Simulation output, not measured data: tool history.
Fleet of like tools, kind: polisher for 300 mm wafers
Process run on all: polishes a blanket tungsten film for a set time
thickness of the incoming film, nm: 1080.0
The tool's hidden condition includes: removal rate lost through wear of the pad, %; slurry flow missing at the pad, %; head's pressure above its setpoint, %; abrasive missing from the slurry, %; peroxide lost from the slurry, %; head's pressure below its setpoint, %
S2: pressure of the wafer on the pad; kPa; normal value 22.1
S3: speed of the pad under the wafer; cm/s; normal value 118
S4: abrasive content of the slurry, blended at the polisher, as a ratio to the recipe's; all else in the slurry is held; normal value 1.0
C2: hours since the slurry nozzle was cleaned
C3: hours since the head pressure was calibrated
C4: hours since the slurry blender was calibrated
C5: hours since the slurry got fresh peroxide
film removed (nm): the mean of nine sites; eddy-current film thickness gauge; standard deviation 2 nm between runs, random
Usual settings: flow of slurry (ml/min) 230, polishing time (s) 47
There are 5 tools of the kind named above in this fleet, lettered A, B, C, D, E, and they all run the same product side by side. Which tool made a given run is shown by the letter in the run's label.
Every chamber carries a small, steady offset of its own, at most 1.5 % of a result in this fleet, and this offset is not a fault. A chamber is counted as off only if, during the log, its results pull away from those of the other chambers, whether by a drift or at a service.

Run 1E, hour 2.4: usual settings; wafers polished on this pad 925; C2 334.9; C3 202.9; C4 7.0; C5 44.9. Result: film removed (nm) 237.50.
At hour 3.2: chamber D: slurry tank refilled with fresh slurry and peroxide.
Run 2C, hour 5.6: usual settings; wafers polished on this pad 389; C2 115.1; C3 250.3; C4 57.2; C5 43.4. Result: film removed (nm) 243.08.
At hour 6.2: chamber A: slurry blender recalibrated.
Run 3B, hour 9.8: usual settings; wafers polished on this pad 642; C2 240.7; C3 465.3; C4 197.7; C5 28.9. Result: film removed (nm) 236.59.
Run 4D, hour 12.6: usual settings; wafers polished on this pad 928; C2 197.1; C3 59.7; C4 35.3; C5 9.4. Result: film removed (nm) 246.03.
At hour 15.0: chamber A: worn pad replaced by a new one.
Run 5A, hour 16.7: usual settings; wafers polished on this pad 26; C2 137.5; C3 326.3; C4 10.5; C5 140.4. Result: film removed (nm) 236.25.
At hour 17.2: chamber C: slurry tank refilled with fresh slurry and peroxide.
At hour 19.2: chamber E: worn pad replaced by a new one.
At hour 19.5: chamber A: slurry tank refilled with fresh slurry and peroxide.
At hour 19.7: chamber E: slurry nozzle cleaned.
Run 6E, hour 20.2: usual settings; wafers polished on this pad 15; C2 0.5; C3 220.7; C4 24.8; C5 62.7. Result: film removed (nm) 235.97.
Run 7B, hour 23.4: usual settings; wafers polished on this pad 843; C2 254.3; C3 478.9; C4 211.3; C5 42.5. Result: film removed (nm) 239.08.
At hour 25.8: chamber D: worn pad replaced by a new one.
Run 8C, hour 26.3: usual settings; wafers polished on this pad 695; C2 135.8; C3 271.0; C4 77.9; C5 9.1. Result: film removed (nm) 242.53.
Run 9D, hour 30.1: usual settings; wafers polished on this pad 64; C2 214.6; C3 77.2; C4 52.8; C5 26.9. Result: film removed (nm) 247.76.
Run 10A, hour 35.2: usual settings; wafers polished on this pad 299; C2 156.0; C3 344.8; C4 29.0; C5 15.7. Result: film removed (nm) 241.81.
Run 11A, hour 38.6: usual settings but flow of slurry (ml/min) 265, S4 1.3; wafers polished on this pad 350; C2 159.4; C3 348.2; C4 32.4; C5 19.1. Result: film removed (nm) 257.84.
At hour 40.1: chamber B: slurry tank refilled with fresh slurry and peroxide.
Run 12B, hour 42.4: usual settings but flow of slurry (ml/min) 265, S4 1.3; wafers polished on this pad 1123; C2 273.3; C3 497.9; C4 230.3; C5 2.4. Result: film removed (nm) 261.47.
Run 13C, hour 46.8: usual settings but flow of slurry (ml/min) 265, S4 1.3; wafers polished on this pad 998; C2 156.3; C3 291.5; C4 98.4; C5 29.6. Result: film removed (nm) 265.42.
Run 14D, hour 49.5: usual settings but flow of slurry (ml/min) 265, S4 1.3; wafers polished on this pad 351; C2 234.0; C3 96.6; C4 72.2; C5 46.3. Result: film removed (nm) 264.85.
Run 15E, hour 52.0: usual settings but flow of slurry (ml/min) 265, S4 1.3; wafers polished on this pad 484; C2 32.3; C3 252.5; C4 56.6; C5 94.5. Result: film removed (nm) 260.68.
Run 16D, hour 56.5: usual settings; wafers polished on this pad 455; C2 241.0; C3 103.6; C4 79.2; C5 53.3. Result: film removed (nm) 243.43.
At hour 59.2: chamber C: worn pad replaced by a new one.
At hour 59.2: chamber B: worn pad replaced by a new one.
Run 17E, hour 60.8: usual settings; wafers polished on this pad 614; C2 41.1; C3 261.3; C4 65.4; C5 103.3. Result: film removed (nm) 238.06.
At hour 63.0: chamber C: slurry tank refilled with fresh slurry and peroxide.
Run 18A, hour 65.6: usual settings; wafers polished on this pad 749; C2 186.4; C3 375.2; C4 59.4; C5 46.1. Result: film removed (nm) 240.62.
At hour 68.0: chamber D: slurry nozzle cleaned.
At hour 68.2: chamber E: slurry tank refilled with fresh slurry and peroxide.
Run 19C, hour 69.1: usual settings; wafers polished on this pad 146; C2 178.6; C3 313.8; C4 120.7; C5 6.1. Result: film removed (nm) 241.92.
Run 20B, hour 71.3: usual settings; wafers polished on this pad 179; C2 302.2; C3 526.8; C4 259.2; C5 31.3. Result: film removed (nm) 240.16.
Run 21C, hour 73.8: usual settings; wafers polished on this pad 216; C2 183.3; C3 318.5; C4 125.4; C5 10.8. Result: film removed (nm) 243.91.
At hour 74.8: chamber D: slurry blender recalibrated.
Run 22B, hour 77.5: usual settings but S3 150 cm/s, polishing time (s) 61; wafers polished on this pad 271; C2 308.4; C3 533.0; C4 265.4; C5 37.5. Result: film removed (nm) 395.04.
Run 23E, hour 82.2: usual settings but S3 150 cm/s, polishing time (s) 61; wafers polished on this pad 931; C2 62.5; C3 282.7; C4 86.8; C5 14.0. Result: film removed (nm) 393.10.
Run 24A, hour 87.1: usual settings but S3 150 cm/s, polishing time (s) 61; wafers polished on this pad 1066; C2 207.9; C3 396.7; C4 80.9; C5 67.6. Result: film removed (nm) 396.16.
Run 25D, hour 91.8: usual settings but S3 150 cm/s, polishing time (s) 61; wafers polished on this pad 976; C2 23.8; C3 138.9; C4 17.0; C5 88.6. Result: film removed (nm) 398.59.
At hour 91.9: chamber B: slurry tank refilled with fresh slurry and peroxide.
At hour 95.8: chamber D: slurry tank refilled with fresh slurry and peroxide.
Run 26E, hour 96.5: usual settings but S3 150 cm/s, polishing time (s) 61; wafers polished on this pad 1142; C2 76.8; C3 297.0; C4 101.1; C5 28.3. Result: film removed (nm) 397.50.
Run 27C, hour 99.4: usual settings; wafers polished on this pad 594; C2 208.9; C3 344.1; C4 151.0; C5 36.4. Result: film removed (nm) 244.07.
Run 28D, hour 102.2: usual settings; wafers polished on this pad 1130; C2 34.2; C3 149.3; C4 27.4; C5 6.5. Result: film removed (nm) 245.82.
At hour 104.8: chamber A: worn pad replaced by a new one.
Run 29B, hour 107.2: usual settings but S2 24.8 kPa, S4 0.8; wafers polished on this pad 709; C2 338.1; C3 562.7; C4 295.1; C5 15.3. Result: film removed (nm) 253.36.
Run 30A, hour 109.8: usual settings but S2 24.8 kPa, S4 0.8; wafers polished on this pad 74; C2 230.6; C3 419.4; C4 103.6; C5 90.3. Result: film removed (nm) 252.64.

All chambers now run identical settings, listed one chamber a line with results as question marks. What results will each chamber show?
Run 31A, hour 113.5: usual settings but S2 29.6 kPa. Result: film removed (nm) ?.
Run 31B, hour 113.5: usual settings but S2 29.6 kPa. Result: film removed (nm) ?.
Run 31C, hour 113.5: usual settings but S2 29.6 kPa. Result: film removed (nm) ?.
Run 31D, hour 113.5: usual settings but S2 29.6 kPa. Result: film removed (nm) ?.
Run 31E, hour 113.5: usual settings but S2 29.6 kPa. Result: film removed (nm) ?.

run  film removed (nm)
31A             319.91
31B             324.03
31C             323.33
31D             326.25
31E             323.49

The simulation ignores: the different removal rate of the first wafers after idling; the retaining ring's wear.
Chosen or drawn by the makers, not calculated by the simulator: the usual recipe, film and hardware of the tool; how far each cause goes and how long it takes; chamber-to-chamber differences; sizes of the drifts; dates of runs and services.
